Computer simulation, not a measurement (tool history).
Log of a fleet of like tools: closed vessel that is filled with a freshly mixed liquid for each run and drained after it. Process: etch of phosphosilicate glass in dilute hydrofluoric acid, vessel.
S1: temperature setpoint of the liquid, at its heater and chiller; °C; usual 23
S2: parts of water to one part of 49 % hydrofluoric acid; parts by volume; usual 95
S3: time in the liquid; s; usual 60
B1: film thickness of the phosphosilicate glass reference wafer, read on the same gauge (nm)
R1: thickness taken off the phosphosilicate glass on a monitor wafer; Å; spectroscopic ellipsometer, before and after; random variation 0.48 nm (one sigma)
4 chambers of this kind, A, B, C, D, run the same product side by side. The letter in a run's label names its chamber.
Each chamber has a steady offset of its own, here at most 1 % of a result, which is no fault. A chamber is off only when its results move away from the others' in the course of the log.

run,hour,S1,S2,S3,B1,R1
1B,7.9,23,95,60,140.03,776.62
2D,15.3,23,95,60,139.96,762.19
3C,19.8,23,95,60,140,763.37
4A,24.3,23,95,60,140.01,763.18
5B,30.5,24.5,95,45,140.06,619.94
6C,37.3,24.5,95,45,139.98,608.51
7D,45.3,24.5,95,45,140.01,607.67
8A,52,24.5,95,45,139.97,610.8
9A,58.1,23,95,75,140.03,960.72
10C,63.9,23,95,75,140.03,951.84
11D,67.4,23,95,75,140.03,947.39
12B,75.4,23,95,75,139.96,970.75
13A,81.9,18,95,60,140.04,622.49
14C,89.2,18,95,60,139.99,620.12
15B,93.3,18,95,60,139.95,623.71
# hour 100.5: chamber B: thermometer replaced
16D,101.1,18,95,60,140.03,615.25
17D,109.2,23,135,75,140.03,631.55
18A,113.9,23,135,75,139.97,641.35
19B,118.7,23,135,75,140,645.62
20C,123,23,135,75,140.04,624.41
21C,129,23,95,60,140.02,743.85
22D,133.9,23,95,60,140,755.63
23A,140.5,23,95,60,139.99,767.67
24B,148.3,23,95,60,140,763.05
25D,154.2,23,95,60,140.01,758.91
26C,158.5,23,95,60,139.97,732.57
27B,164,23,95,60,139.99,765.72
28A,169.1,23,95,60,139.97,763.3
29D,175.3,23,95,60,140.02,765.06

What goes on in this fleet: one chamber off, a drifting gauge, or nothing beyond the chambers' own small offsets? Name the chamber and the cause, if any.

Chamber C drifts away from the others.
Cause: hydrofluoric acid flow below the setpoint (%) = 4.85.
The log may not tell that from: liquid colder than its thermometer reads (K).

Here are 4 candidates for chamber C's next run, each the usual settings with a change, their results left as question marks. Which one brings its results back in line with what the others give on the usual settings?
In line means no further than this from the other chambers' mean on the usual settings: R1 17 Å
30C-1,181.2,23,90,60,,?
30C-2,181.2,26,95,60,,?
30C-3,181.2,20,95,60,,?
30C-4,181.2,23,100,60,,?

The other chambers' mean on the usual settings: R1 764.89 Å
run,R1
30C-1,768.95
30C-2,814.31
30C-3,640.1
30C-4,682.15
30C-1 brings the chamber back in line.

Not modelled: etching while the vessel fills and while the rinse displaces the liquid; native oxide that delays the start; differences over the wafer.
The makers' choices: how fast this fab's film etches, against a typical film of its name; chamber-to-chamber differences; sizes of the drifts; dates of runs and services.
